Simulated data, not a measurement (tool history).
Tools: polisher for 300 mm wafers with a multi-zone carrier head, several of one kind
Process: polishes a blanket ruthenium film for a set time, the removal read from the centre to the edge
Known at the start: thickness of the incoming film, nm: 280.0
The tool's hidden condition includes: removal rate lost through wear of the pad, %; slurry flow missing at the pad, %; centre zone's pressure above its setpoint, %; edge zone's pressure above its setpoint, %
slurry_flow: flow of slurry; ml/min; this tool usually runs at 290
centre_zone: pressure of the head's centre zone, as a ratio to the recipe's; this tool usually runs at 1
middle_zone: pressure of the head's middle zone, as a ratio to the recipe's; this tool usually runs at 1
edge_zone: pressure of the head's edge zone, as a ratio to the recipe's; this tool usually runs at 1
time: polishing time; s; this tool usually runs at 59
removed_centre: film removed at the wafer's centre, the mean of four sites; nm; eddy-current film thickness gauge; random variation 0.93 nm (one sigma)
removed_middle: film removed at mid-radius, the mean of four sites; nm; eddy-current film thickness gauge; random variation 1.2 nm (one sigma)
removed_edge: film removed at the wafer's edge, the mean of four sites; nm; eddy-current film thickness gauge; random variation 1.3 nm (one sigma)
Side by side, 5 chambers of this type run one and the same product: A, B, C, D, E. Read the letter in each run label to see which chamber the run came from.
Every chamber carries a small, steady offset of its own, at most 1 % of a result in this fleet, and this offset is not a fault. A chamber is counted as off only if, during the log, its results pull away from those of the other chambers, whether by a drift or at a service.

run,hour,slurry_flow,centre_zone,middle_zone,edge_zone,time,wafers polished on this pad,hours since the slurry nozzle was cleaned,hours since the centre zone pressure was calibrated,hours since the edge zone pressure was calibrated,removed_centre,removed_middle,removed_edge
1D,3.2,290,1,1,1,59,176,106,800.2,102.4,98.123,98.496,97.492
2E,7.1,290,1,1,1,59,333,174.5,209.1,881.6,96.791,96.654,96.229
3C,10.5,290,1,1,1,59,978,168.1,185.6,912.6,98.504,97.705,96.511
4A,13.8,290,1,1,1,59,671,185.8,293.1,590.6,96.708,99.18,96.832
# hour 15.4: chamber A: worn pad replaced by a new one
5B,18,290,1,1,1,59,250,332.4,171.7,123.6,97.074,98.101,96.387
6C,22.4,290,1,1,1,59,1140,180,197.5,924.5,97.466,96.345,95.303
7E,25.9,290,1,1,1.08,59,588,193.3,227.9,900.4,97.78,97.934,101.97
8A,30.4,290,1,1,1.08,59,204,202.4,309.7,607.2,97.249,97.539,98.847
9D,34.1,290,1,1,1.08,59,594,136.9,831.1,133.3,96.154,97.2,102.31
# hour 34.8: chamber C: worn pad replaced by a new one
10B,36.6,290,1,1,1.08,59,502,351,190.3,142.2,96.043,96.095,103.58
11B,40.4,290,1,1,1.08,59,554,354.8,194.1,146,97.241,95.972,101.75
12C,43.4,290,0.94,1,1,48,117,201,218.5,945.5,73.619,78.078,76.985
13E,46,290,0.94,1,1,48,860,213.4,248,920.5,73.739,78.348,78.191
# hour 46.4: chamber B: worn pad replaced by a new one
14A,49.6,290,0.94,1,1,48,464,221.6,328.9,626.4,72.935,79.829,79.474
15D,52,290,0.94,1,1,48,837,154.8,849,151.2,72.272,80.741,79.618
16A,55.3,290,0.94,1,1,48,541,227.3,334.6,632.1,73.431,77.872,78.148
17D,59.9,290,1,1,1,59,944,162.7,856.9,159.1,96.613,96.612,98.226
18B,63.3,290,1,1,1,59,229,377.7,217,168.9,97.552,97.467,96.931
19C,67.9,290,1,1,1,59,449,225.5,243,970,99.336,98.186,95.944
20E,69.9,290,1,1,1,59,1184,237.3,271.9,944.4,98.09,95.79,96.056
21C,74.7,290,1,1,1,59,541,232.3,249.8,976.8,97.411,96.457,96.636
# hour 77.2: chamber D: worn pad replaced by a new one
# hour 78.1: chamber A: worn pad replaced by a new one
22E,78.5,290,1,1,1,59,1300,245.9,280.5,953,97.44,96.617,99.058
23A,82.8,290,1,1,1,59,64,254.8,362.1,659.6,97.978,98.019,95.554
# hour 85: chamber B: worn pad replaced by a new one
# hour 85.2: chamber E: worn pad replaced by a new one
24D,85.8,290,1,0.95,0.93,59,117,188.6,882.8,185,97.636,93.262,92.026
25B,89,290,1,0.95,0.93,59,55,403.4,242.7,194.6,95.683,91.094,92.707
26A,92.2,290,1,0.95,0.93,59,192,264.2,371.5,669,97.034,93.585,92.316
27E,95,290,1,0.95,0.93,59,134,262.4,297,969.5,98.785,93.705,92.506
# hour 98.2: chamber B: slurry nozzle cleaned
28B,99.7,290,1,0.95,0.93,59,200,1.6,253.4,205.3,97.27,92.815,94.545
29C,104.4,290,1,1,1,59,944,262,279.5,1006.5,96.183,95.606,97.971
30D,109,290,1.06,1,1,59,431,211.8,906,208.2,103.87,98.464,98.397
31D,112.3,290,1.06,1,1,59,476,215.1,909.3,211.5,104.37,98.603,96.394
32E,116.3,290,1.06,1,1,59,422,283.7,318.3,990.8,107.08,96.327,98.302
33B,119.3,290,1.06,1,1,59,465,21.2,273,224.9,104.26,95.692,97.135
34C,122.2,290,1.06,1,1,59,1185,279.8,297.3,1024.3,104.47,95.888,96.529
35A,126.3,290,1,1,1,59,654,298.3,405.6,703.1,98.012,97.672,97.204
# hour 128.4: chamber A: worn pad replaced by a new one
36E,129.6,290,1,1,1.06,59,603,297,331.6,1004.1,102.45,97.169,100.49
37A,133.9,290,1,1,1.06,59,75,305.9,413.2,710.7,98.476,96.705,99.209
38C,138.4,290,1,1,1.06,59,1405,296,313.5,1040.5,96.171,97.241,97.824

All 5 chambers run these settings next. Forecast each chamber's results:
39A,141.9,290,1,1,1,75,,,,,?,?,?
39B,141.9,290,1,1,1,75,,,,,?,?,?
39C,141.9,290,1,1,1,75,,,,,?,?,?
39D,141.9,290,1,1,1,75,,,,,?,?,?
39E,141.9,290,1,1,1,75,,,,,?,?,?

run,removed_centre,removed_middle,removed_edge
39A,123.27,123.87,123.18
39B,123.87,124.67,126.11
39C,123.93,122.23,121.6
39D,121.43,123.56,121.69
39E,128.36,123.95,123.09

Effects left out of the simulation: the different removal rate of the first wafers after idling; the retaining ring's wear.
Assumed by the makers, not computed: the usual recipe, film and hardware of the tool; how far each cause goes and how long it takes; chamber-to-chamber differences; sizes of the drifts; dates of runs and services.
